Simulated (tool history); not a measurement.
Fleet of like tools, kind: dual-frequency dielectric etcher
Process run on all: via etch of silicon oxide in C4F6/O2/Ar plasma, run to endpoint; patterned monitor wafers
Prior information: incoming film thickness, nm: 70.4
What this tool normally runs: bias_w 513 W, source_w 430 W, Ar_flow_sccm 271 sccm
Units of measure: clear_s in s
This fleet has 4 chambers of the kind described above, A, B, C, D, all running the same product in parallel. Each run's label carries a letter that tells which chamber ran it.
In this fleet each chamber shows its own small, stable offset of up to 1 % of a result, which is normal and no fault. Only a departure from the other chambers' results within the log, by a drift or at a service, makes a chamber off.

run,hour,bias_w,source_w,Ar_flow_sccm,clear_s
1D,12.4,513,430,271,14.783
2C,21.5,513,430,271,14.797
3B,27.7,513,430,271,14.721
4A,34.1,513,430,271,14.834
5A,42.4,513,430,271,14.912
6D,50.6,513,430,271,14.873
7C,64.8,513,430,271,14.765
8B,73.3,513,430,271,14.661
# hour 74.4: chamber B: wet clean of the chamber
9B,81.7,513,430,225,14.411
10C,89.3,513,430,225,14.343
11D,99.7,513,430,225,14.485
12A,106.1,513,430,225,14.666
13B,113.4,513,430,239,14.55
14A,123,513,430,239,14.708
15C,134.3,513,430,239,14.4
16D,142.5,513,430,239,14.694
17B,148.9,513,430,271,14.717
18D,157.7,513,430,271,14.793
19C,169.8,513,430,271,14.571
20A,181.5,513,430,271,14.89
# hour 186.2: chamber D: wet clean of the chamber
21D,189.9,513,430,271,14.873
22A,199.6,513,510,271,13.98
23C,209.2,513,510,271,13.59
24B,216.3,513,510,271,13.859
25A,229.3,513,510,271,13.928
26D,242.5,513,430,271,14.898
27B,252.5,513,430,271,14.723

Next, all 4 chambers run the settings below, one line each with question marks for the results. What does each chamber give?
28A,262.8,513,510,271,?
28B,262.8,513,510,271,?
28C,262.8,513,510,271,?
28D,262.8,513,510,271,?

run,clear_s
28A,14.049
28B,13.805
28C,13.51
28D,13.907
